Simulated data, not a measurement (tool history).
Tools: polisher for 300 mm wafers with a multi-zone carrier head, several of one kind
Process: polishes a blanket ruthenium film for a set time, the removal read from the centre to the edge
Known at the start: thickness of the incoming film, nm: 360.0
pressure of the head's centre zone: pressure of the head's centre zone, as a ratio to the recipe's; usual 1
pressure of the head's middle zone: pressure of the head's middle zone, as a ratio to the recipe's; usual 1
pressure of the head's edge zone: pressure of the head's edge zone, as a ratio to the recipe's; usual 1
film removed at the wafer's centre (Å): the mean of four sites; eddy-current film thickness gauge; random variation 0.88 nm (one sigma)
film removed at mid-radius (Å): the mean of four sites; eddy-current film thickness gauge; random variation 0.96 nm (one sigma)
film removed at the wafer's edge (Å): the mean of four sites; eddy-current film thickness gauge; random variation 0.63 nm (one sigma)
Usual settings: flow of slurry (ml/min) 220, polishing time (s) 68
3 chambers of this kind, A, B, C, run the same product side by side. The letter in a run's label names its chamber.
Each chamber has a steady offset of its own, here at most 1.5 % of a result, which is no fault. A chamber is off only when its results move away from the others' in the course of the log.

run,hour,flow of slurry (ml/min),pressure of the head's centre zone,pressure of the head's middle zone,pressure of the head's edge zone,polishing time (s),film removed at the wafer's centre (Å),film removed at mid-radius (Å),film removed at the wafer's edge (Å)
1A,9.4,220,1,1,1,68,890.90,856.04,877.35
2B,20.7,220,1,1,1,68,878.65,869.27,864.80
3C,31.5,220,1,1,1,68,867.84,867.15,868.86
4C,40.4,220,1,1,1,68,872.80,888.12,877.72
# hour 43.6: chamber C: worn pad replaced by a new one
5A,47.2,220,1,1,1,68,882.87,875.20,869.68
6B,58.1,220,1,1,1,68,883.13,845.85,864.89
7C,67.1,220,1,1,1,68,880.46,874.33,867.25
8A,76.1,220,1,1,1,68,883.29,874.93,876.26
# hour 76.5: chamber B: worn pad replaced by a new one
9B,88.2,220,1,1,1,68,886.62,849.55,863.62
10A,96.6,220,1,1,1,68,881.03,870.46,857.34
# hour 103.0: chamber B: edge zone pressure recalibrated
11C,108.7,295,1,1,1,68,905.46,919.95,894.14
12B,121.5,295,1,1,1,68,921.92,888.21,895.96
# hour 129.0: chamber C: worn pad replaced by a new one
13A,132.8,295,1,1,1,68,873.25,876.53,865.11
14C,143.4,220,1,1,1,68,897.66,861.55,870.57
15B,153.9,220,1,1,1,68,894.65,876.12,854.72
16B,160.6,220,1,1,1,68,883.32,851.79,862.71
# hour 169.1: chamber B: worn pad replaced by a new one
17C,171.4,220,1,1,1,68,859.04,878.99,872.79
18A,184.1,220,1,1,1,68,813.41,832.32,821.21
19B,196.8,220,1,1,1,68,883.93,882.17,863.53
# hour 199.9: chamber C: worn pad replaced by a new one
20A,209.4,220,1,1,1,68,792.46,796.16,801.23
21C,222.4,220,1,1,1,68,877.93,859.35,860.51
22A,232.1,220,1,1,1,68,777.59,795.85,800.89

Next, every chamber runs the same settings. What will each give?
23A,242.8,220,1,1,1,68,?,?,?
23B,242.8,220,1,1,1,68,?,?,?
23C,242.8,220,1,1,1,68,?,?,?

run,film removed at the wafer's centre (Å),film removed at mid-radius (Å),film removed at the wafer's edge (Å)
23A,793.15,771.19,775.36
23B,864.08,855.93,870.15
23C,880.07,865.42,865.78
